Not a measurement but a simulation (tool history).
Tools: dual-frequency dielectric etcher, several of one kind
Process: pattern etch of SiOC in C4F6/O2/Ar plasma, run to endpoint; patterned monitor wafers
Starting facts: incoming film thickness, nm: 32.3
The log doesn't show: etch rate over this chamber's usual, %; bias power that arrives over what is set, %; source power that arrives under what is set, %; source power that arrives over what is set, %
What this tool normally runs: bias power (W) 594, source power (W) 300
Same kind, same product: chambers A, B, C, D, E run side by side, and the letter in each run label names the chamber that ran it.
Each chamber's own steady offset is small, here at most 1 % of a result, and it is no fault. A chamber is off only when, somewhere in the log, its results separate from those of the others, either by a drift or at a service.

run   hour  bias power (W)  source power (W)  hours since the last wet clean  hours since the last bias power generator calibration  hours since the last source power generator calibration  endpoint time (s)
 1D    6.7             594               300                           508.0                                                  346.2                                                    703.6             11.210
 2B   16.9             594               300                            36.9                                                 1979.6                                                   2301.8             11.261
 3A   25.3             594               300                           152.7                                                 2001.8                                                   1628.3             11.374
 4C   31.7             594               300                           225.3                                                  150.8                                                   1917.0             11.165
 5E   36.5             594               300                           217.9                                                  663.0                                                   1147.4             11.343
 6B   43.3             594               300                            63.3                                                 2006.0                                                   2328.2             11.279
 7D   49.0             594               300                           550.3                                                  388.5                                                    745.9             11.317
 8E   57.9             594               300                           239.3                                                  684.4                                                   1168.8             11.336
 9C   63.9             594               300                           257.5                                                  183.0                                                   1949.2             11.214
10A   70.1             650               330                           197.5                                                 2046.6                                                   1673.1             10.736
11E   78.3             650               330                           259.7                                                  704.8                                                   1189.2             10.564
12D   83.7             650               330                           585.0                                                  423.2                                                    780.6             10.452
13A   92.8             650               330                           220.2                                                 2069.3                                                   1695.8             10.568
14B  100.2             650               330                           120.2                                                 2062.9                                                   2385.1             10.476
     101.3  -- chamber D: wet clean of the chamber
15C  109.9             594               300                           303.5                                                  229.0                                                   1995.2             11.224
16E  119.2             594               300                           300.6                                                  745.7                                                   1230.1             11.193
17D  128.5             594               300                            27.3                                                  468.0                                                    825.4             11.282
18A  133.1             594               300                           260.5                                                 2109.6                                                   1736.1             11.494
19C  140.0             730               250                           333.6                                                  259.1                                                   2025.3             10.913
20B  146.8             730               250                           166.8                                                 2109.5                                                   2431.7             11.034
21E  157.1             730               250                           338.5                                                  783.6                                                   1268.0             11.024
22B  166.5             730               250                           186.5                                                 2129.2                                                   2451.4             11.190
23A  172.6             730               250                           300.0                                                 2149.1                                                   1775.6             11.229
24D  182.7             594               300                            81.5                                                  522.2                                                    879.6             11.250
25C  188.6             594               300                           382.2                                                  307.7                                                   2073.9             11.018
26D  195.5             594               300                            94.3                                                  535.0                                                    892.4             11.290
27B  204.2             594               300                           224.2                                                 2166.9                                                   2489.1             11.236
28C  211.4             650               240                           405.0                                                  330.5                                                   2096.7             11.404
29A  216.0             650               240                           343.4                                                 2192.5                                                   1819.0             11.924
30E  224.3             650               240                           405.7                                                  850.8                                                   1335.2             11.863
     233.1  -- chamber E: wet clean of the chamber
31B  233.6             650               240                           253.6                                                 2196.3                                                   2518.5             11.684
32C  238.9             650               240                           432.5                                                  358.0                                                   2124.2             11.388
33E  246.1             594               300                            13.0                                                  872.6                                                   1357.0             11.336
34A  252.4             594               300                           379.8                                                 2228.9                                                   1855.4             11.428
35D  260.5             594               300                           159.3                                                  600.0                                                    957.4             11.363
36E  269.1             594               300                            36.0                                                  895.6                                                   1380.0             11.454
37C  278.2             709               300                           471.8                                                  397.3                                                   2163.5             10.064
38D  287.5             709               300                           186.3                                                  627.0                                                    984.4             10.458

For the next run the whole fleet of 5 chambers uses the same settings. Give each chamber's results:
39A  295.0             594               240                                                                                                                                                                  ?
39B  295.0             594               240                                                                                                                                                                  ?
39C  295.0             594               240                                                                                                                                                                  ?
39D  295.0             594               240                                                                                                                                                                  ?
39E  295.0             594               240                                                                                                                                                                  ?

run  endpoint time (s)
39A             12.457
39B             12.218
39C             11.616
39D             12.182
39E             12.344

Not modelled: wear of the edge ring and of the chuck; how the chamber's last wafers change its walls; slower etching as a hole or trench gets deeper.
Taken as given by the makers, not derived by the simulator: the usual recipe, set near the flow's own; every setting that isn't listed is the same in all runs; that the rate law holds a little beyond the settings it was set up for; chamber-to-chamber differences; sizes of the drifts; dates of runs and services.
